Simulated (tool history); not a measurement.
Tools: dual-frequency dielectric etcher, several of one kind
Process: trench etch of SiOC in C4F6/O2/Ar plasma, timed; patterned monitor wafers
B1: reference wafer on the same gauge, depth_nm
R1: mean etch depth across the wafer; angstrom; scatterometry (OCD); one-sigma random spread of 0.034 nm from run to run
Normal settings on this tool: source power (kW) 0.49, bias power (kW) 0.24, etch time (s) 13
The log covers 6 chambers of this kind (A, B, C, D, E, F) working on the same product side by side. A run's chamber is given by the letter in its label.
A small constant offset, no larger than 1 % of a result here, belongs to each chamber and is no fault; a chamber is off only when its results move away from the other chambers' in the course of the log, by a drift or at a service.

Run 1D, hour 7.6: usual settings; B1 31.301. Result: R1 319.57 angstrom.
Run 2E, hour 14.5: usual settings; B1 31.298. Result: R1 323.24 angstrom.
Run 3A, hour 20.3: usual settings; B1 31.294. Result: R1 317.84 angstrom.
Run 4C, hour 30: usual settings; B1 31.286. Result: R1 321.12 angstrom.
Run 5B, hour 35.2: usual settings; B1 31.298. Result: R1 318.6 angstrom.
Run 6F, hour 44.5: usual settings; B1 31.28. Result: R1 318.68 angstrom.
At hour 49.6: chamber D: wet clean of the chamber.
Run 7D, hour 51.9: usual settings; B1 31.278. Result: R1 319.07 angstrom.
Run 8A, hour 56.7: usual settings; B1 31.274. Result: R1 317.57 angstrom.
Run 9B, hour 61.8: usual settings; B1 31.267. Result: R1 318.95 angstrom.
At hour 65.7: chamber F: wet clean of the chamber.
Run 10E, hour 66.9: usual settings; B1 31.278. Result: R1 322.81 angstrom.
Run 11C, hour 73.6: usual settings; B1 31.266. Result: R1 320.82 angstrom.
Run 12F, hour 82: usual settings; B1 31.267. Result: R1 319.2 angstrom.
Run 13C, hour 91.3: usual settings; B1 31.264. Result: R1 320.87 angstrom.
Run 14E, hour 99.6: usual settings; B1 31.263. Result: R1 322.29 angstrom.
Run 15F, hour 109.4: usual settings; B1 31.25. Result: R1 318.38 angstrom.
Run 16A, hour 119.6: usual settings; B1 31.253. Result: R1 317.48 angstrom.
Run 17D, hour 127.2: usual settings; B1 31.252. Result: R1 318.64 angstrom.
Run 18B, hour 135.5: usual settings; B1 31.241. Result: R1 318.21 angstrom.
At hour 136.5: chamber A: wet clean of the chamber.
Run 19C, hour 140.6: usual settings; B1 31.242. Result: R1 320.62 angstrom.
Run 20E, hour 147.7: usual settings; B1 31.243. Result: R1 322.7 angstrom.
Run 21A, hour 153: usual settings; B1 31.237. Result: R1 316.88 angstrom.
Run 22B, hour 159.2: usual settings; B1 31.23. Result: R1 317.94 angstrom.
Run 23F, hour 164.8: usual settings; B1 31.226. Result: R1 318.49 angstrom.
At hour 167.9: chamber C: wet clean of the chamber.
Run 24D, hour 171: usual settings but bias power (kW) 0.195; B1 31.228. Result: R1 297.18 angstrom.
Run 25A, hour 175.9: usual settings but bias power (kW) 0.195; B1 31.229. Result: R1 295.91 angstrom.
Run 26D, hour 182.2: usual settings but bias power (kW) 0.195; B1 31.229. Result: R1 297.63 angstrom.
Run 27C, hour 192.3: usual settings but bias power (kW) 0.195; B1 31.222. Result: R1 299.07 angstrom.
Run 28F, hour 198.4: usual settings but bias power (kW) 0.195; B1 31.212. Result: R1 297.35 angstrom.
Run 29E, hour 207.2: usual settings but bias power (kW) 0.195; B1 31.21. Result: R1 302.39 angstrom.
Run 30B, hour 216: usual settings; B1 31.208. Result: R1 318.52 angstrom.
Run 31F, hour 225.4: usual settings; B1 31.205. Result: R1 317.55 angstrom.
Run 32A, hour 233.4: usual settings but bias power (kW) 0.205, etch time (s) 9.5; B1 31.195. Result: R1 219.87 angstrom.
Run 33D, hour 240.1: usual settings but bias power (kW) 0.205, etch time (s) 9.5; B1 31.197. Result: R1 220.65 angstrom.
Run 34E, hour 246: usual settings but bias power (kW) 0.205, etch time (s) 9.5; B1 31.197. Result: R1 224.12 angstrom.
Run 35B, hour 254.7: usual settings but bias power (kW) 0.205, etch time (s) 9.5; B1 31.195. Result: R1 220.69 angstrom.
Run 36C, hour 261.5: usual settings but bias power (kW) 0.205, etch time (s) 9.5; B1 31.194. Result: R1 221.3 angstrom.
Run 37F, hour 270.7: usual settings but bias power (kW) 0.205, etch time (s) 9.5; B1 31.19. Result: R1 220.77 angstrom.
Run 38C, hour 276.5: usual settings; B1 31.187. Result: R1 320.38 angstrom.
Run 39D, hour 287.1: usual settings; B1 31.186. Result: R1 317.66 angstrom.
Run 40A, hour 292.5: usual settings; B1 31.176. Result: R1 315.73 angstrom.
Run 41E, hour 302.2: usual settings; B1 31.172. Result: R1 322.62 angstrom.
Run 42B, hour 311.1: usual settings; B1 31.17. Result: R1 317.89 angstrom.
Run 43A, hour 319: usual settings; B1 31.172. Result: R1 316.78 angstrom.
Run 44C, hour 324.7: usual settings; B1 31.163. Result: R1 319.35 angstrom.

Has any chamber moved away from the others, gradually or after a service, or does the common gauge drift, or do the chambers differ only by their own small steady offsets? State the chamber and the most likely cause if one applies.

Gauge drift. The chambers move together only on paper, and none stands off.
Likeliest cause: gauge reads low (%) = 0.438.
